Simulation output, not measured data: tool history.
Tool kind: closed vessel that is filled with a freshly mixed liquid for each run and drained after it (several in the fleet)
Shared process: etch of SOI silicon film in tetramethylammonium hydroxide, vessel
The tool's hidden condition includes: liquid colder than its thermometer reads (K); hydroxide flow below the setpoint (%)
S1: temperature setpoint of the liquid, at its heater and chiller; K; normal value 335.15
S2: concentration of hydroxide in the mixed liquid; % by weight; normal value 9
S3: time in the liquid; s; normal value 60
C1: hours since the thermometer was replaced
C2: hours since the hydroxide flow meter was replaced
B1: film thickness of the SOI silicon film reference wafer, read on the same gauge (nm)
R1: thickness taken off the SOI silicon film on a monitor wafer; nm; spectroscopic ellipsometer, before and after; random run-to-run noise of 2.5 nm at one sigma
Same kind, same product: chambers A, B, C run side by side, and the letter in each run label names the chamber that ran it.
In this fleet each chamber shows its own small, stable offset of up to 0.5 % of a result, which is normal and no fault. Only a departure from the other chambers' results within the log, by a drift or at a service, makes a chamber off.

run 1C hour=2.6 | S1=335.15 S2=9 S3=60 | C1=372.3 C2=211.1 | B1=140.01 | R1=282.11
run 2A hour=7.2 | S1=335.15 S2=9 S3=60 | C1=905.8 C2=378.4 | B1=140 | R1=280.41
run 3B hour=10.4 | S1=335.15 S2=9 S3=60 | C1=893.2 C2=16.3 | B1=140 | R1=280.49
run 4C hour=12.7 | S1=335.15 S2=9 S3=60 | C1=382.4 C2=221.2 | B1=140.02 | R1=282.47
run 5A hour=16.4 | S1=335.15 S2=9 S3=30 | C1=915 C2=387.6 | B1=140 | R1=142.93
run 6B hour=19.6 | S1=335.15 S2=9 S3=30 | C1=902.4 C2=25.5 | B1=140 | R1=136.67
run 7B hour=22.4 | S1=335.15 S2=9 S3=30 | C1=905.2 C2=28.3 | B1=140.01 | R1=138.76
run 8C hour=25.4 | S1=335.15 S2=9 S3=60 | C1=395.1 C2=233.9 | B1=140.01 | R1=271.18
run 9A hour=28.5 | S1=335.15 S2=9 S3=60 | C1=927.1 C2=399.7 | B1=139.99 | R1=283.3
run 10A hour=31.1 | S1=335.15 S2=9 S3=60 | C1=929.7 C2=402.3 | B1=140.02 | R1=285.13
run 11C hour=34.4 | S1=339.15 S2=9 S3=90 | C1=404.1 C2=242.9 | B1=140 | R1=526.89
run 12B hour=38.8 | S1=339.15 S2=9 S3=90 | C1=921.6 C2=44.7 | B1=140 | R1=518.82
run 13B hour=41.9 | S1=339.15 S2=9 S3=90 | C1=924.7 C2=47.8 | B1=140.01 | R1=509.34
run 14C hour=45.8 | S1=335.15 S2=9 S3=60 | C1=415.5 C2=254.3 | B1=140 | R1=281.13
run 15A hour=49.3 | S1=335.15 S2=9 S3=60 | C1=947.9 C2=420.5 | B1=140 | R1=279.47
run 16A hour=51.4 | S1=335.15 S2=9 S3=60 | C1=950 C2=422.6 | B1=139.99 | R1=279.53
run 17C hour=55.4 | S1=335.15 S2=9 S3=60 | C1=425.1 C2=263.9 | B1=139.98 | R1=281.07
run 18B hour=59.1 | S1=335.15 S2=9 S3=60 | C1=941.9 C2=65 | B1=140.01 | R1=261.57
run 19C hour=61.7 | S1=335.15 S2=9 S3=60 | C1=431.4 C2=270.2 | B1=139.99 | R1=280.93
run 20A hour=64.2 | S1=335.15 S2=9 S3=60 | C1=962.8 C2=435.4 | B1=140.02 | R1=281.95
run 21B hour=66.7 | S1=335.15 S2=9 S3=60 | C1=949.5 C2=72.6 | B1=140 | R1=261.74
run 22C hour=71.3 | S1=335.15 S2=9 S3=60 | C1=441 C2=279.8 | B1=140.02 | R1=278.3
run 23B hour=75.4 | S1=335.15 S2=9 S3=60 | C1=958.2 C2=81.3 | B1=140 | R1=259.34
run 24A hour=78.6 | S1=335.15 S2=9 S3=60 | C1=977.2 C2=449.8 | B1=140.01 | R1=279.84
-- hour=81.4 chamber A: hydroxide flow meter replaced
run 25C hour=82.1 | S1=335.15 S2=9 S3=60 | C1=451.8 C2=290.6 | B1=139.98 | R1=276.96
run 26B hour=85.6 | S1=335.15 S2=9 S3=60 | C1=968.4 C2=91.5 | B1=139.99 | R1=256.29
run 27A hour=87.8 | S1=335.15 S2=9 S3=60 | C1=986.4 C2=6.5 | B1=139.98 | R1=278.84
run 28B hour=91.4 | S1=335.15 S2=9 S3=50 | C1=974.2 C2=97.3 | B1=140 | R1=214.34
run 29A hour=93.5 | S1=335.15 S2=9 S3=50 | C1=992.1 C2=12.2 | B1=140 | R1=236.15
run 30C hour=98 | S1=335.15 S2=9 S3=50 | C1=467.7 C2=306.5 | B1=139.99 | R1=229.78
run 31A hour=100.8 | S1=335.15 S2=9 S3=60 | C1=999.4 C2=19.5 | B1=139.97 | R1=277.88
run 32B hour=105.2 | S1=335.15 S2=9 S3=60 | C1=988 C2=111.1 | B1=139.98 | R1=248.07
run 33C hour=108.4 | S1=335.15 S2=9 S3=60 | C1=478.1 C2=316.9 | B1=140.01 | R1=284.33

Decide between three cases: one chamber stands off from its peers, the gauge reading all wafers drifts, or nothing is wrong past each chamber's small offset. Where a chamber is off, say which and what most likely put it there.

One chamber, B, drifts off from the rest bit by bit.
Cause: liquid colder than its thermometer reads (K) = 2.02.

Below are 4 candidate recipes for chamber B's next run, each the usual settings with a change, their results shown as question marks. Which of them brings B's results back in line with what the other chambers give on the usual settings?
In line means no further than this from the other chambers' mean on the usual settings: R1 8.8 nm
run 34B-1 hour=111.8 | S1=333.15 S2=9 S3=60 | R1=?
run 34B-2 hour=111.8 | S1=336.15 S2=9 S3=60 | R1=?
run 34B-3 hour=111.8 | S1=337.15 S2=9 S3=60 | R1=?
run 34B-4 hour=111.8 | S1=335.15 S2=10.5 S3=60 | R1=?

On the usual settings, the other chambers give on average: R1 278.77 nm
run=34B-1 R1=217.21
run=34B-2 R1=262.55
run=34B-3 R1=279.44
run=34B-4 R1=232.84
The answer is 34B-3, which returns the chamber to within the allowed miss of the others.
